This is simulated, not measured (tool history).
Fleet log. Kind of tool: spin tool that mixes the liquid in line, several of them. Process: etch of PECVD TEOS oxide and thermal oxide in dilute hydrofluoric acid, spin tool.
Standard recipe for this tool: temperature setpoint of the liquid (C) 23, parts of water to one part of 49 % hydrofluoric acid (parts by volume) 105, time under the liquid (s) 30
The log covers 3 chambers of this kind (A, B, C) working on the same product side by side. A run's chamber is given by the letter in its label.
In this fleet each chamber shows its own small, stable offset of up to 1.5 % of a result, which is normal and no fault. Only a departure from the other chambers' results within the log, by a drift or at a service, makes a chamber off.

run     day  temperature setpoint of the liquid (C)  parts of water to one part of 49 % hydrofluoric acid (parts by volume)  time under the liquid (s)  read-back film thickness of the PECVD TEOS oxide reference wafer, read on the same gauge (nm)  read-back film thickness of the thermal oxide reference wafer, read on the same gauge (nm)  thickness taken off the PECVD TEOS oxide on a monitor wafer (nm)  thickness taken off the thermal oxide on a monitor wafer (nm)
 1B   0.317                                      23                                                                     105                         30                                                                                         69.974                                                                                      149.98                                                            6.4749                                                         1.3482
 2A   0.862                                      23                                                                     105                         30                                                                                         69.997                                                                                      149.99                                                            6.4777                                                         1.3271
 3C   1.221                                      23                                                                     105                         30                                                                                         70.034                                                                                      150.00                                                            6.5231                                                         1.3330
 4C   1.533                                      23                                                                     105                         30                                                                                         70.039                                                                                      150.02                                                            6.4099                                                         1.3409
 5A   2.012                                      23                                                                     105                         30                                                                                         69.980                                                                                      150.02                                                            6.4547                                                         1.3531
 6B   2.521                                      23                                                                     105                         30                                                                                         70.009                                                                                      150.00                                                            6.4170                                                         1.3597
 7C   2.946                                      23                                                                     105                         30                                                                                         70.049                                                                                      150.00                                                            6.5398                                                         1.2869
 8B   3.342                                      23                                                                     105                         30                                                                                         70.009                                                                                      149.99                                                            6.5016                                                         1.3722
 9A   3.825                                      23                                                                     105                         30                                                                                         70.047                                                                                      150.00                                                            6.4811                                                         1.3470
10C   4.329                                      23                                                                     105                         30                                                                                         70.002                                                                                      149.99                                                            6.4992                                                         1.3529
11B   4.600                                      23                                                                     105                         30                                                                                         70.000                                                                                      149.95                                                            6.3610                                                         1.3429
12A   5.017                                      23                                                                     105                         30                                                                                         70.030                                                                                      150.00                                                            6.5215                                                         1.3315
13C   5.462                                      23                                                                     105                         30                                                                                         69.973                                                                                      149.98                                                            6.4963                                                         1.3235
14A   5.979                                      23                                                                     105                         30                                                                                         70.003                                                                                      150.01                                                            6.3767                                                         1.3504
15B   6.479                                      23                                                                     105                         30                                                                                         69.965                                                                                      149.99                                                            6.4134                                                         1.3247
16C   6.779                                      20                                                                     105                         30                                                                                         69.958                                                                                      150.00                                                            5.7349                                                         1.1673
17A   7.246                                      20                                                                     105                         30                                                                                         69.999                                                                                      149.99                                                            5.7525                                                         1.2202
18B   7.696                                      20                                                                     105                         30                                                                                         70.036                                                                                      150.02                                                            5.6819                                                         1.1740
19C   8.204                                      23                                                                     105                         30                                                                                         70.024                                                                                      150.02                                                            6.5000                                                         1.3273
      8.429  -- chamber B: thermometer replaced
20A   8.704                                      23                                                                     105                         30                                                                                         69.985                                                                                      150.00                                                            6.4496                                                         1.3355
21B   9.112                                      21                                                                      60                         30                                                                                         69.984                                                                                      149.99                                                           10.9140                                                         2.3090
22A   9.371                                      21                                                                      60                         30                                                                                         69.981                                                                                      150.01                                                           11.1500                                                         2.3011
23B   9.921                                      21                                                                      60                         30                                                                                         69.988                                                                                      150.00                                                           10.8470                                                         2.3741
24C  10.358                                      23                                                                      75                         45                                                                                         69.997                                                                                      149.98                                                           13.9510                                                         2.8406
25B  10.671                                      23                                                                      75                         45                                                                                         70.029                                                                                      149.97                                                           13.9430                                                         2.9413
26C  10.925                                      23                                                                      75                         45                                                                                         70.050                                                                                      150.00                                                           13.9470                                                         2.9323
27A  11.254                                      23                                                                      60                         35                                                                                         70.007                                                                                      150.00                                                           13.9610                                                         3.0335
28C  11.558                                      23                                                                      60                         35                                                                                         69.971                                                                                      149.99                                                           13.7610                                                         2.8624
29B  11.892                                      23                                                                      60                         35                                                                                         69.982                                                                                      149.99                                                           13.8980                                                         2.8631

Decide between three cases: one chamber stands off from its peers, the gauge reading all wafers drifts, or nothing is wrong past each chamber's small offset. Where a chamber is off, say which and what most likely put it there.

Nothing is wrong: each chamber keeps only its own small, steady offset and the gauge holds still.
